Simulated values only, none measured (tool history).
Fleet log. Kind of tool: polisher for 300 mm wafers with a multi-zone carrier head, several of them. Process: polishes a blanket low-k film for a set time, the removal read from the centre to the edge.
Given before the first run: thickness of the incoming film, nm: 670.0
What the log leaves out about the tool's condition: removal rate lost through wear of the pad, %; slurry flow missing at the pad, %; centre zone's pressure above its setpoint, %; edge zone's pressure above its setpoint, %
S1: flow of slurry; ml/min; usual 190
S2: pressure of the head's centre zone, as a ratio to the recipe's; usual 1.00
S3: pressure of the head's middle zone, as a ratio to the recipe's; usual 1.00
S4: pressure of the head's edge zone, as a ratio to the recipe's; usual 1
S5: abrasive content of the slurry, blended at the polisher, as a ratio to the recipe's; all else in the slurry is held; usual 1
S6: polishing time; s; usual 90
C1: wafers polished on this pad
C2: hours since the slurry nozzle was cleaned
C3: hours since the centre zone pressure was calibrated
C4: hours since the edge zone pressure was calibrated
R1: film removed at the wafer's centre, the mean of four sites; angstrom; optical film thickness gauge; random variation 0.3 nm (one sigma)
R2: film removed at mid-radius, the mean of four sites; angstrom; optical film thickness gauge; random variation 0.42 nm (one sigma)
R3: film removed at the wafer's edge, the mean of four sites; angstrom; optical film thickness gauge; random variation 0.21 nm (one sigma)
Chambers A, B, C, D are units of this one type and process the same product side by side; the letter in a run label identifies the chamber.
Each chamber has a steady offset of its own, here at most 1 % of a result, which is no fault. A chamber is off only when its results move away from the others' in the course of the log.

run	day	S1	S2	S3	S4	S5	S6	C1	C2	C3	C4	R1	R2	R3
# day 0.200: chamber C: slurry nozzle cleaned
# day 0.308: chamber D: worn pad replaced by a new one
1B	0.608	190	1.00	1.00	1	1	90	776	26.2	249.1	853.5	308.35	314.50	306.89
2A	1.042	190	1.00	1.00	1	1	90	354	27.0	554.0	1146.6	308.57	309.25	308.09
3C	1.388	190	1.00	1.00	1	1	90	667	28.6	625.3	820.1	316.42	302.17	310.32
# day 1.567: chamber A: edge zone pressure recalibrated
4D	1.762	190	1.00	1.00	1	1	90	267	88.7	555.1	981.3	309.81	302.75	308.78
5B	2.071	190	1.00	1.00	1	1	90	1044	61.3	284.2	888.6	310.77	303.08	304.58
# day 2.512: chamber D: edge zone pressure recalibrated
6C	2.604	190	1.00	1.00	1	1	90	890	57.8	654.5	849.3	314.83	307.84	307.86
7D	2.929	190	1.00	1.00	1	1	90	481	116.7	583.1	10.0	305.91	309.08	307.45
8A	3.375	190	1.05	1.04	1	1	90	782	83.0	610.0	43.4	324.87	317.81	309.97
9B	3.812	190	1.05	1.04	1	1	90	1364	103.1	326.0	930.4	320.37	320.27	300.44
10A	4.304	190	1.05	1.04	1	1	90	953	105.3	632.3	65.7	325.21	321.01	312.91
# day 4.721: chamber C: worn pad replaced by a new one
11C	4.783	190	1.05	1.04	1	1	90	11	110.1	706.8	901.6	330.39	319.85	309.97
12D	5.362	190	1.00	1.00	1	1	90	927	175.1	641.5	68.4	312.40	302.49	309.12
13C	5.992	190	1.10	1.00	1	1	90	233	139.1	735.8	930.6	344.67	310.99	309.68
# day 6.208: chamber A: worn pad replaced by a new one
14B	6.571	190	1.10	1.00	1	1	90	1870	169.3	392.2	996.6	328.46	294.07	297.70
15A	6.996	190	1.10	1.00	1	1	90	144	169.9	696.9	130.3	339.65	307.77	311.77
# day 7.083: chamber D: worn pad replaced by a new one
16D	7.400	190	1.10	1.00	1	1	90	58	224.0	690.4	117.3	343.56	304.54	311.34
17C	7.950	190	1.00	1.00	1	1	90	592	186.1	782.8	977.6	308.02	303.89	312.53
18D	8.404	190	1.00	1.00	1	1	90	242	248.1	714.5	141.4	310.90	307.38	307.85
19B	9.004	190	1.00	1.00	1	1	90	2316	227.7	450.6	1055.0	293.10	288.64	289.34
20A	9.333	190	1.00	1.00	1	1	90	573	226.0	753.0	186.4	309.13	305.93	311.02
21C	9.954	190	1.00	1.08	1	1	116	960	234.2	830.9	1025.7	401.34	434.59	399.28
# day 10.121: chamber B: edge zone pressure recalibrated
22A	10.425	190	1.00	1.08	1	1	116	773	252.2	779.2	212.6	404.03	425.40	397.47
# day 10.696: chamber D: centre zone pressure recalibrated
23D	10.729	190	1.00	1.08	1	1	116	669	303.9	0.8	197.2	392.17	433.51	396.21
24B	11.112	190	1.00	1.08	1	1	116	2703	278.3	501.2	23.9	362.92	396.08	365.68
25A	11.675	190	1.00	1.00	1	1	90	1003	282.2	809.2	242.6	310.37	307.39	309.82
26B	12.050	190	1.00	1.00	1	1	90	2875	300.8	523.7	46.4	279.04	278.91	279.96
27D	12.471	190	1.00	1.00	1	1	90	989	345.7	42.6	239.0	303.32	308.63	306.18
28C	12.975	190	1.00	1.00	1	1	90	1514	306.7	903.4	1098.2	314.23	310.70	307.48
# day 13.079: chamber C: worn pad replaced by a new one
29D	13.500	190	1.00	1.00	1	1	90	1178	370.4	67.3	263.7	313.96	307.89	304.59
30A	14.004	190	1.00	1.00	1	1	90	1430	338.1	865.1	298.5	308.29	319.50	312.57
31C	14.529	190	1.00	1.00	1	1	90	266	344.0	940.7	1135.5	308.45	309.20	308.73

Has any chamber moved away from the others, gradually or after a service, or does the common gauge drift, or do the chambers differ only by their own small steady offsets? State the chamber and the most likely cause if one applies.

One chamber, B, drifts off from the rest bit by bit.
Cause: removal rate lost through wear of the pad, % = 10.5.
The log might look much the same if the cause were instead: slurry flow missing at the pad, %.

Chamber B could run next with any of the 4 candidate recipes listed below; each alters the usual settings, and their results appear as question marks. Which one brings its results back in line with what the other chambers deliver on the usual settings?
A result is in line if it is within this distance of the other chambers' mean on the usual settings: R1 11.00 angstrom; R2 15.00 angstrom; R3 7.50 angstrom
32B-1	14.988	195	1.01	0.99	1.01	1.05	106					?	?	?
32B-2	14.988	185	1.00	1.00	0.99	0.95	76					?	?	?
32B-3	14.988	190	1.00	1.00	1.01	1.05	99					?	?	?
32B-4	14.988	190	1.00	1.00	0.99	0.95	82					?	?	?

On the usual settings, the other chambers give on average: R1 309.45 angstrom; R2 308.61 angstrom; R3 309.44 angstrom
run	R1	R2	R3
32B-1	336.76	329.68	333.16
32B-2	226.08	226.00	224.33
32B-3	309.82	309.55	310.21
32B-4	245.06	244.86	242.78
Change 32B-3 lands the chamber within the allowed miss of the other chambers.
